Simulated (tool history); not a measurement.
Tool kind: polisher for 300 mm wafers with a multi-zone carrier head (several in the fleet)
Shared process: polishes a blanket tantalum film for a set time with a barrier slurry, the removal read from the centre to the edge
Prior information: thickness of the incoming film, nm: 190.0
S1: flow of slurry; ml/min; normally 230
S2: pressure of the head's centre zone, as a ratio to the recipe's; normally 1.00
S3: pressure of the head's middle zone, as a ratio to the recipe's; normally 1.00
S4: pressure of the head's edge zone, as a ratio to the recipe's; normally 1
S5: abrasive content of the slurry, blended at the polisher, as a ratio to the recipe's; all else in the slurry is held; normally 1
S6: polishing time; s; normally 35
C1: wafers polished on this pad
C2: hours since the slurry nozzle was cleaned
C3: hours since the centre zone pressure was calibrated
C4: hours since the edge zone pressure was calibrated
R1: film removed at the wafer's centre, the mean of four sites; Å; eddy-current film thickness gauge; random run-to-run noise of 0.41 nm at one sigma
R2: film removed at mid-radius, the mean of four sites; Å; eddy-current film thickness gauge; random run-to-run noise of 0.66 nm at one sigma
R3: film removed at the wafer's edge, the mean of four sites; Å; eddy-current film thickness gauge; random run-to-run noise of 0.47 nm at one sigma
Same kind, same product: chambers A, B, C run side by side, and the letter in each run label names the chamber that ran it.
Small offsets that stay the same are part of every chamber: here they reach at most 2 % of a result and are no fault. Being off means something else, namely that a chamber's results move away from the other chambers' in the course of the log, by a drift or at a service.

| run | day | S1 | S2 | S3 | S4 | S5 | S6 | C1 | C2 | C3 | C4 | R1 | R2 | R3 |
|---|---|---|---|---|---|---|---|---|---|---|---|---|---|---|
| 1A | 0.550 | 230 | 1.00 | 1.00 | 1 | 1 | 35 | 500 | 111.9 | 657.8 | 413.5 | 579.58 | 574.86 | 583.21 |
|  | 0.638 | chamber A: centre zone pressure recalibrated |
|  | 0.938 | chamber A: worn pad replaced by a new one |
|  | 0.988 | chamber B: slurry nozzle cleaned |
| 2C | 1.050 | 230 | 1.00 | 1.00 | 1 | 1 | 35 | 1039 | 90.4 | 367.7 | 826.1 | 568.09 | 578.52 | 576.39 |
| 3B | 1.588 | 230 | 1.00 | 1.00 | 1 | 1 | 35 | 362 | 14.5 | 333.5 | 224.3 | 578.95 | 576.42 | 572.49 |
| 4C | 2.088 | 230 | 1.00 | 1.00 | 1 | 1 | 35 | 1246 | 115.3 | 392.6 | 851.0 | 577.51 | 573.86 | 571.22 |
| 5B | 2.550 | 230 | 1.00 | 1.00 | 1 | 1 | 35 | 555 | 37.6 | 356.6 | 247.4 | 586.87 | 573.71 | 574.97 |
| 6A | 2.854 | 230 | 1.00 | 1.00 | 1 | 1 | 35 | 383 | 167.2 | 53.3 | 468.8 | 583.83 | 571.36 | 573.50 |
|  | 3.171 | chamber C: worn pad replaced by a new one |
| 7B | 3.300 | 230 | 1.00 | 1.00 | 1 | 1 | 35 | 705 | 55.6 | 374.6 | 265.4 | 582.48 | 567.50 | 582.88 |
|  | 3.558 | chamber A: worn pad replaced by a new one |
|  | 3.621 | chamber B: worn pad replaced by a new one |
| 8A | 3.938 | 230 | 1.00 | 1.00 | 1 | 1 | 35 | 75 | 193.2 | 79.3 | 494.8 | 580.67 | 583.61 | 570.47 |
| 9C | 4.308 | 230 | 1.00 | 1.00 | 1 | 1 | 43 | 228 | 168.6 | 445.9 | 904.3 | 711.23 | 708.34 | 715.53 |
| 10C | 4.896 | 230 | 1.00 | 1.00 | 1 | 1 | 43 | 346 | 182.7 | 460.0 | 918.4 | 707.62 | 715.56 | 711.19 |
| 11A | 5.225 | 230 | 1.00 | 1.00 | 1 | 1 | 43 | 333 | 224.1 | 110.2 | 525.7 | 710.11 | 713.31 | 716.73 |
| 12B | 5.692 | 230 | 1.00 | 1.00 | 1 | 1 | 35 | 414 | 113.0 | 432.0 | 322.8 | 584.35 | 567.08 | 580.20 |
|  | 6.029 | chamber A: worn pad replaced by a new one |
| 13B | 6.092 | 230 | 1.00 | 1.00 | 1 | 1 | 35 | 494 | 122.6 | 441.6 | 332.4 | 583.02 | 575.77 | 563.79 |
|  | 6.458 | chamber A: slurry nozzle cleaned |
| 14A | 6.779 | 230 | 1.00 | 1.04 | 1 | 1 | 35 | 150 | 7.8 | 147.5 | 563.0 | 583.98 | 594.77 | 580.94 |
|  | 6.804 | chamber C: slurry nozzle cleaned |
|  | 7.417 | chamber B: worn pad replaced by a new one |
| 15C | 7.425 | 230 | 1.00 | 1.04 | 1 | 1 | 35 | 852 | 15.0 | 520.7 | 979.1 | 577.57 | 602.66 | 574.17 |
| 16C | 7.900 | 230 | 1.00 | 1.04 | 1 | 1 | 35 | 947 | 26.4 | 532.1 | 990.5 | 567.02 | 602.50 | 580.35 |
| 17B | 8.221 | 230 | 1.00 | 1.00 | 1 | 1 | 35 | 161 | 173.7 | 492.7 | 383.5 | 577.51 | 578.47 | 566.27 |
|  | 8.454 | chamber A: worn pad replaced by a new one |
| 18A | 8.671 | 230 | 1.00 | 1.00 | 1 | 1 | 35 | 43 | 53.2 | 192.9 | 608.4 | 587.43 | 584.47 | 585.70 |
| 19C | 9.200 | 230 | 1.00 | 1.00 | 1 | 1 | 35 | 1207 | 57.6 | 563.3 | 1021.7 | 575.04 | 588.03 | 588.06 |
| 20B | 9.542 | 230 | 1.06 | 1.00 | 1 | 1 | 35 | 425 | 205.4 | 524.4 | 415.2 | 618.76 | 569.07 | 569.21 |
| 21A | 9.954 | 230 | 1.06 | 1.00 | 1 | 1 | 35 | 300 | 84.0 | 223.7 | 639.2 | 624.21 | 577.71 | 581.88 |
| 22C | 10.404 | 230 | 1.06 | 1.00 | 1 | 1 | 35 | 1448 | 86.5 | 592.2 | 1050.6 | 612.88 | 575.55 | 575.55 |

Does one chamber stand apart from the rest, does the shared gauge drift, or is all well apart from small per-chamber offsets? Give the chamber and the most likely cause, where there is one.

Neither any chamber nor the gauge drifts; the chambers differ only by their own small, steady offsets.
